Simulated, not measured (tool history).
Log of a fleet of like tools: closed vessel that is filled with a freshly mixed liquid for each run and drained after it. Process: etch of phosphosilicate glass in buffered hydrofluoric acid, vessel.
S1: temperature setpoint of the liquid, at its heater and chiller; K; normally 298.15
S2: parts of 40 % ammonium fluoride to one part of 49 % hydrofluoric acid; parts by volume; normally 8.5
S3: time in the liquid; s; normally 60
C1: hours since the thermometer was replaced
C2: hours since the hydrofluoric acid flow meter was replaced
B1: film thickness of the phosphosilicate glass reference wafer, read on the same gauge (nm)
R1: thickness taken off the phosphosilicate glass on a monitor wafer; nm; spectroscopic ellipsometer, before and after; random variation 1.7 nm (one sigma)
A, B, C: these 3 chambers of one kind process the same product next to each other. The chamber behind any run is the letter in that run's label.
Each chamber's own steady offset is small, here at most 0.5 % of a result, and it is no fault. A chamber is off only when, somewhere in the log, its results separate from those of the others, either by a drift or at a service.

run 1B hour=10.3 | S1=298.15 S2=8.5 S3=60 | C1=612.3 C2=83.3 | B1=150.01 | R1=452.41
run 2A hour=20.3 | S1=298.15 S2=8.5 S3=60 | C1=1004.7 C2=263.0 | B1=149.97 | R1=454.38
run 3C hour=28.6 | S1=298.15 S2=8.5 S3=60 | C1=573.9 C2=966.9 | B1=150.03 | R1=450.16
run 4B hour=37.6 | S1=298.15 S2=8.5 S3=60 | C1=639.6 C2=110.6 | B1=150.00 | R1=452.47
-- hour=39.1 chamber B: thermometer replaced
run 5C hour=46.8 | S1=298.15 S2=12.0 S3=60 | C1=592.1 C2=985.1 | B1=150.02 | R1=332.87
run 6A hour=57.2 | S1=298.15 S2=12.0 S3=60 | C1=1041.6 C2=299.9 | B1=150.02 | R1=332.78
run 7A hour=67.4 | S1=298.15 S2=12.0 S3=60 | C1=1051.8 C2=310.1 | B1=149.97 | R1=334.73
run 8C hour=75.2 | S1=298.15 S2=8.5 S3=60 | C1=620.5 C2=1013.5 | B1=150.01 | R1=453.40
run 9B hour=84.8 | S1=298.15 S2=8.5 S3=60 | C1=45.7 C2=157.8 | B1=150.02 | R1=451.93
run 10A hour=92.1 | S1=298.15 S2=8.5 S3=60 | C1=1076.5 C2=334.8 | B1=150.07 | R1=455.34
run 11B hour=104.4 | S1=300.15 S2=8.5 S3=60 | C1=65.3 C2=177.4 | B1=149.99 | R1=505.11
run 12C hour=112.6 | S1=300.15 S2=8.5 S3=60 | C1=657.9 C2=1050.9 | B1=150.03 | R1=504.48
run 13A hour=121.3 | S1=300.15 S2=8.5 S3=60 | C1=1105.7 C2=364.0 | B1=150.05 | R1=504.61
run 14B hour=130.3 | S1=298.15 S2=8.5 S3=60 | C1=91.2 C2=203.3 | B1=149.99 | R1=453.77
run 15C hour=136.1 | S1=298.15 S2=11.0 S3=80 | C1=681.4 C2=1074.4 | B1=149.95 | R1=485.54
run 16C hour=146.4 | S1=298.15 S2=11.0 S3=80 | C1=691.7 C2=1084.7 | B1=149.99 | R1=483.90
run 17B hour=157.8 | S1=298.15 S2=11.0 S3=80 | C1=118.7 C2=230.8 | B1=150.01 | R1=484.06
run 18A hour=164.7 | S1=298.15 S2=8.5 S3=60 | C1=1149.1 C2=407.4 | B1=150.05 | R1=451.56
run 19B hour=177.2 | S1=298.15 S2=8.5 S3=60 | C1=138.1 C2=250.2 | B1=149.97 | R1=450.38
run 20A hour=186.0 | S1=298.15 S2=8.5 S3=60 | C1=1170.4 C2=428.7 | B1=149.99 | R1=453.18
run 21C hour=192.3 | S1=298.15 S2=8.5 S3=60 | C1=737.6 C2=1130.6 | B1=149.98 | R1=452.29
run 22A hour=198.5 | S1=298.15 S2=8.5 S3=60 | C1=1182.9 C2=441.2 | B1=149.98 | R1=454.18
run 23B hour=209.6 | S1=298.15 S2=8.5 S3=60 | C1=170.5 C2=282.6 | B1=149.95 | R1=450.87
run 24C hour=219.7 | S1=298.15 S2=8.5 S3=60 | C1=765.0 C2=1158.0 | B1=149.99 | R1=454.29
run 25B hour=226.6 | S1=298.15 S2=8.5 S3=60 | C1=187.5 C2=299.6 | B1=150.04 | R1=453.03
run 26A hour=237.3 | S1=298.15 S2=8.5 S3=60 | C1=1221.7 C2=480.0 | B1=150.00 | R1=452.85
run 27C hour=247.3 | S1=298.15 S2=8.5 S3=60 | C1=792.6 C2=1185.6 | B1=150.03 | R1=451.15
-- hour=250.6 chamber C: hydrofluoric acid flow meter replaced
run 28C hour=252.9 | S1=298.15 S2=12.0 S3=50 | C1=798.2 C2=2.3 | B1=150.00 | R1=276.80
run 29B hour=258.9 | S1=298.15 S2=12.0 S3=50 | C1=219.8 C2=331.9 | B1=149.96 | R1=278.64

One chamber off, gauge drift, or nothing amiss beyond the chambers' own small offsets? If it is a chamber, which one, and what is the likeliest cause?

Neither any chamber nor the gauge drifts; the chambers differ only by their own small, steady offsets.
